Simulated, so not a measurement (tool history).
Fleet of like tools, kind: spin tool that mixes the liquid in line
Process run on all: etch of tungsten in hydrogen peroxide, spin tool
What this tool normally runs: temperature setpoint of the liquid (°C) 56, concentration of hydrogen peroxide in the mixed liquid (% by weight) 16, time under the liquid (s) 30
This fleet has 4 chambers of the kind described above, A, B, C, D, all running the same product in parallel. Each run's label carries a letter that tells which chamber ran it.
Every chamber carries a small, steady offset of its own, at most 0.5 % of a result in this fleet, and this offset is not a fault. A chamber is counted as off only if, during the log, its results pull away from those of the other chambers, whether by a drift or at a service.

| run | hour | temperature setpoint of the liquid (°C) | concentration of hydrogen peroxide in the mixed liquid (% by weight) | time under the liquid (s) | read-back film thickness of the tungsten reference wafer, read on the same gauge (nm) | thickness taken off the tungsten on a monitor wafer (Å) |
|---|---|---|---|---|---|---|
| 1B | 6.1 | 56 | 16 | 30 | 59.975 | 402.67 |
| 2D | 16.5 | 56 | 16 | 30 | 60.018 | 403.5 |
|  | 21.9 | chamber B: peroxide flow meter replaced |
| 3C | 22.4 | 56 | 16 | 30 | 60.022 | 400.61 |
| 4A | 33.5 | 56 | 16 | 30 | 59.97 | 400.4 |
| 5C | 45.2 | 56 | 16 | 30 | 60.004 | 401.24 |
| 6A | 57 | 56 | 16 | 30 | 59.98 | 402.31 |
| 7D | 64.2 | 56 | 16 | 30 | 59.985 | 401.51 |
| 8B | 70.8 | 56 | 16 | 30 | 60 | 403.07 |
| 9C | 78.7 | 56 | 16 | 30 | 59.954 | 400.48 |
| 10B | 84.8 | 56 | 16 | 30 | 60.028 | 403.77 |
| 11D | 97.4 | 56 | 16 | 30 | 59.968 | 402.88 |
|  | 100 | chamber A: new drum of peroxide connected |
| 12A | 104.3 | 56 | 16 | 30 | 59.998 | 401.8 |
|  | 109.7 | chamber B: new drum of peroxide connected |
| 13A | 112.9 | 56 | 16 | 30 | 59.977 | 403.34 |
| 14C | 123.1 | 56 | 16 | 30 | 59.998 | 402.77 |
| 15B | 132.1 | 56 | 16 | 30 | 60.013 | 404.13 |
|  | 141.2 | chamber B: heated supply line repaired |
| 16D | 142.5 | 56 | 16 | 30 | 60.046 | 399.22 |
| 17B | 153.9 | 46.5 | 16 | 20 | 59.985 | 150.64 |
| 18D | 160.3 | 46.5 | 16 | 20 | 60.042 | 152.1 |
| 19C | 167.8 | 46.5 | 16 | 20 | 60.041 | 149.55 |
|  | 168.3 | chamber C: thermometer replaced |
| 20A | 176.9 | 46.5 | 16 | 20 | 60.01 | 151.24 |
| 21A | 185.7 | 56 | 16 | 30 | 60.007 | 400.49 |
| 22C | 194 | 56 | 16 | 20 | 60.003 | 266.15 |
| 23D | 203 | 56 | 16 | 20 | 59.952 | 268.11 |
| 24B | 212.5 | 56 | 16 | 20 | 59.98 | 270.95 |
| 25A | 220.2 | 56 | 16 | 20 | 59.995 | 267.99 |
|  | 230.1 | chamber A: thermometer replaced |
| 26B | 231.3 | 56 | 14.5 | 35 | 60.003 | 448.31 |
| 27D | 237.1 | 56 | 14.5 | 35 | 60.026 | 447.97 |
| 28C | 246.4 | 56 | 14.5 | 35 | 60.025 | 444.3 |
| 29A | 258.8 | 56 | 14.5 | 35 | 59.978 | 448.09 |
| 30C | 271.1 | 56 | 18 | 40 | 60.003 | 568.11 |
| 31B | 283.7 | 56 | 18 | 40 | 60.036 | 569.07 |
| 32D | 293.7 | 56 | 18 | 40 | 60.008 | 567.66 |
| 33C | 301.8 | 56 | 18 | 40 | 60.016 | 571.53 |
| 34A | 311.9 | 56 | 16 | 30 | 60.004 | 402.56 |
| 35B | 321.3 | 56 | 16 | 30 | 59.996 | 404.23 |
|  | 323.4 | chamber C: peroxide flow meter replaced |
| 36D | 333.1 | 56 | 16 | 30 | 60.011 | 403.77 |
|  | 339.5 | chamber A: peroxide flow meter replaced |
| 37A | 343.5 | 56 | 16 | 30 | 59.995 | 404.9 |
| 38C | 355.5 | 56 | 16 | 30 | 59.999 | 400 |
| 39D | 363.7 | 56 | 16 | 30 | 59.975 | 400.67 |

Is one chamber out of step, is the gauge drifting, or do the chambers differ by no more than their own small offsets? For an off chamber, give its letter and the likeliest cause.

No chamber stands off beyond its own small offset, and the gauge holds steady.

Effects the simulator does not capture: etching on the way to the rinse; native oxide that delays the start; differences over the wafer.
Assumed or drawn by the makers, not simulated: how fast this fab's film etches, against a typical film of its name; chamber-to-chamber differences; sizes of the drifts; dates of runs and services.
